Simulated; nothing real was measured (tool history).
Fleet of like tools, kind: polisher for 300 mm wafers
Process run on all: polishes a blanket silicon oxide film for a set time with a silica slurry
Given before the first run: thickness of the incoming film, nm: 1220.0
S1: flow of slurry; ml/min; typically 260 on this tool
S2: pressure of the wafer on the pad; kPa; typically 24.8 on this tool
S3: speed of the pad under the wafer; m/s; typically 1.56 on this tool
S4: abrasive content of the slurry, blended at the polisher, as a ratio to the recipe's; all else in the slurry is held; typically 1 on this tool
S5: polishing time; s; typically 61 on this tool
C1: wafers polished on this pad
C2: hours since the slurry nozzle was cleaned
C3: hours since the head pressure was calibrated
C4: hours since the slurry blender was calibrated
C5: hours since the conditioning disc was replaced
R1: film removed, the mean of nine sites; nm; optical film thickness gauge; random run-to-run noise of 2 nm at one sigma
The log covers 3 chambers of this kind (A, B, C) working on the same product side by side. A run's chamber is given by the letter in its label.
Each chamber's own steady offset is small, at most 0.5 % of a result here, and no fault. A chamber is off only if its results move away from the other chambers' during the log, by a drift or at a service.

run,hour,S1,S2,S3,S4,S5,C1,C2,C3,C4,C5,R1
1C,3,260,24.8,1.56,1,61,208,307.5,272.9,146.2,441.2,198.52
2A,7.2,260,24.8,1.56,1,61,54,116.2,359,209.2,98.6,196.8
3B,13.6,260,24.8,1.56,1,61,314,343.1,333.1,65.5,21.8,194.59
# hour 15.4: chamber C: conditioning disc replaced and pad reconditioned
4C,18.2,260,24.8,1.56,1,61,309,322.7,288.1,161.4,2.9,198.21
5A,21.8,260,24.8,1.56,1,61,152,130.8,373.6,223.8,113.2,200.85
# hour 22.2: chamber C: slurry blender recalibrated
6B,28.2,260,24.8,1.56,1,61,411,357.7,347.7,80.1,36.4,192.9
7A,34.1,260,24.8,1.56,1,61,234,143.1,385.9,236.1,125.5,198
8C,40.2,260,24.8,1.56,1,61,456,344.7,310.1,18.1,24.9,200.78
9B,43.8,260,24.8,1.34,1,61,515,373.3,363.3,95.7,52,174.51
10A,46.8,260,24.8,1.34,1,61,318,155.8,398.6,248.8,138.2,175.8
# hour 50.2: chamber B: worn pad replaced by a new one
11B,50.9,260,24.8,1.34,1,61,5,380.4,370.4,102.8,59.1,174.22
12C,55.4,260,24.8,1.56,1,61,557,359.9,325.3,33.3,40.1,204.46
# hour 58.4: chamber B: head pressure recalibrated
13A,58.8,260,24.8,1.56,1,61,398,167.8,410.6,260.8,150.2,197.39
14B,63.8,260,24.8,1.56,1,61,91,393.3,5.4,115.7,72,199.76
# hour 66.5: chamber B: slurry blender recalibrated
15C,68.3,260,24.8,1.56,1,61,643,372.8,338.2,46.2,53,208.16
16A,72.1,260,24.8,1.56,1,61,487,181.1,423.9,274.1,163.5,197.15
# hour 77: chamber A: conditioning disc replaced and pad reconditioned
17C,77.2,260,24.8,1.56,1,61,702,381.7,347.1,55.1,61.9,206.91
18B,82.8,260,24.8,1.56,1,61,217,412.3,24.4,16.4,91,196.63
19A,89.4,260,31,1.56,1,41,602,198.4,441.2,291.4,12.4,168.34
20C,93.1,260,31,1.56,1,41,808,397.6,363,71,77.8,178.77
21B,97.3,260,31,1.56,1,41,314,426.8,38.9,30.9,105.5,162.39

Is one chamber out of step, is the gauge drifting, or do the chambers differ by no more than their own small offsets? For an off chamber, give its letter and the likeliest cause.

It is chamber C that slowly wanders off from its peers.
Most likely cause: head's pressure above its setpoint, % = 9.06.

Chamber C could run next with any of the 4 candidate recipes listed below; each alters the usual settings, and their results appear as question marks. Which one brings its results back in line with what the other chambers deliver on the usual settings?
A result is in line if it is within this distance of the other chambers' mean on the usual settings: R1 7 nm
22C-1,102.1,255,24.8,1.38,1,61,,,,,,?
22C-2,102.1,260,24.8,1.7,1.05,61,,,,,,?
22C-3,102.1,260,23.4,1.48,1,57,,,,,,?
22C-4,102.1,260,26.2,1.64,1,65,,,,,,?

Usual-settings mean across the other chambers: R1 196.52 nm
run,R1
22C-1,195.42
22C-2,237.04
22C-3,182.97
22C-4,253.35
The right change is 22C-1: it brings the chamber back within the allowed miss of the others.
